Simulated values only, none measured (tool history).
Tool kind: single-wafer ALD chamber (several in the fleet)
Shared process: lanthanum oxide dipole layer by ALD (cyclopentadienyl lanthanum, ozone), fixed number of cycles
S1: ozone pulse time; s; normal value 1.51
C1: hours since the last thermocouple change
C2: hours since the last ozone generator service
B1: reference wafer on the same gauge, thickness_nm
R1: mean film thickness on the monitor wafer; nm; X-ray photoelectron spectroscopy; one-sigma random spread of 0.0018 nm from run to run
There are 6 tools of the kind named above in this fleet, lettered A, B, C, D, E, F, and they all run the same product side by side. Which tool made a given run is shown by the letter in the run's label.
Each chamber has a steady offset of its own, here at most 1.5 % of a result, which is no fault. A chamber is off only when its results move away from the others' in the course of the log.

run	hour	S1	C1	C2	B1	R1
1A	8.3	1.51	841.9	1608.8	0.55801	0.55127
2C	13.9	1.51	694.3	204.3	0.55765	0.55976
3E	20.6	1.51	862.2	174.6	0.55798	0.55239
4D	25.5	1.51	2011.1	1457.2	0.55810	0.55075
# hour 26.3: chamber E: thermocouple changed; heater temperature recalibrated
5B	31.9	1.51	1647.9	596.9	0.55821	0.54861
6F	35.8	1.51	1268.3	867.4	0.55846	0.54610
7B	41.6	1.90	1657.6	606.6	0.55792	0.56355
8F	48.3	1.90	1280.8	879.9	0.55832	0.56462
9D	53.9	1.90	2039.5	1485.6	0.55797	0.56330
10E	59.1	1.90	32.9	213.1	0.55818	0.56316
11A	63.7	1.90	897.3	1664.2	0.55833	0.56088
12C	68.9	1.90	749.3	259.3	0.55817	0.57001
13D	76.4	1.51	2062.0	1508.1	0.55846	0.54720
14F	83.0	1.03	1315.5	914.6	0.55780	0.50020
15B	88.1	1.03	1704.1	653.1	0.55792	0.49400
16E	95.8	1.03	69.6	249.8	0.55824	0.50839
# hour 102.3: chamber A: ozone generator serviced
17C	103.1	1.03	783.5	293.5	0.55785	0.51061
18A	110.8	1.03	944.4	8.6	0.55773	0.50139
19C	115.9	1.03	796.3	306.3	0.55840	0.50743
20F	120.7	1.51	1353.2	952.3	0.55800	0.54561
21B	128.4	1.51	1744.4	693.4	0.55834	0.54144
22A	134.0	1.51	967.6	31.8	0.55810	0.55017
23E	139.5	1.17	113.3	293.5	0.55745	0.52668
24D	146.6	1.17	2132.2	1578.3	0.55802	0.52101
25D	154.4	1.17	2140.0	1586.1	0.55869	0.51994
26B	159.4	1.17	1775.4	724.4	0.55788	0.49871
27F	167.2	1.17	1399.7	998.8	0.55784	0.51893
# hour 170.5: chamber B: thermocouple changed; heater temperature recalibrated
28C	175.1	1.17	855.5	365.5	0.55757	0.52902
29E	178.9	1.51	152.7	332.9	0.55792	0.55177
30A	184.8	1.51	1018.4	82.6	0.55746	0.55031
31F	191.6	1.51	1424.1	1023.2	0.55794	0.54473
32D	197.5	0.95	2183.1	1629.2	0.55790	0.48975
33B	204.2	0.95	33.8	769.2	0.55787	0.45460
34C	209.0	0.95	889.4	399.4	0.55826	0.49850
35E	214.4	0.95	188.2	368.4	0.55818	0.49443
36A	221.9	0.95	1055.5	119.7	0.55749	0.49176
37E	227.5	0.95	201.3	381.5	0.55795	0.49604
38B	233.8	1.89	63.4	798.8	0.55805	0.54915
39D	240.2	1.89	2225.8	1671.9	0.55749	0.56333
40A	247.0	1.89	1080.6	144.8	0.55823	0.56019
41C	252.9	1.89	933.3	443.3	0.55828	0.56737

Is one chamber off against the others, does the gauge drift, or is nothing wrong? If a chamber is off, say which, and what the likeliest cause is.

Chamber B drifts away from the others.
What lies behind it: ozone dose below that of a generator just serviced (%) = 21.4.

Here are 4 candidates for chamber B's next run, each the usual settings with a change, their results left as question marks. Which one brings its results back in line with what the others give on the usual settings?
In-line tolerance around the mean of the other chambers on the usual settings: R1 0.00640 nm
42B-1	258.9	1.71				?
42B-2	258.9	1.26				?
42B-3	258.9	1.97				?
42B-4	258.9	1.34				?

Usual-settings mean across the other chambers: R1 0.55022 nm
run	R1
42B-1	0.53534
42B-2	0.49393
42B-3	0.54872
42B-4	0.50362
With 42B-3, the chamber falls back in line with the rest.
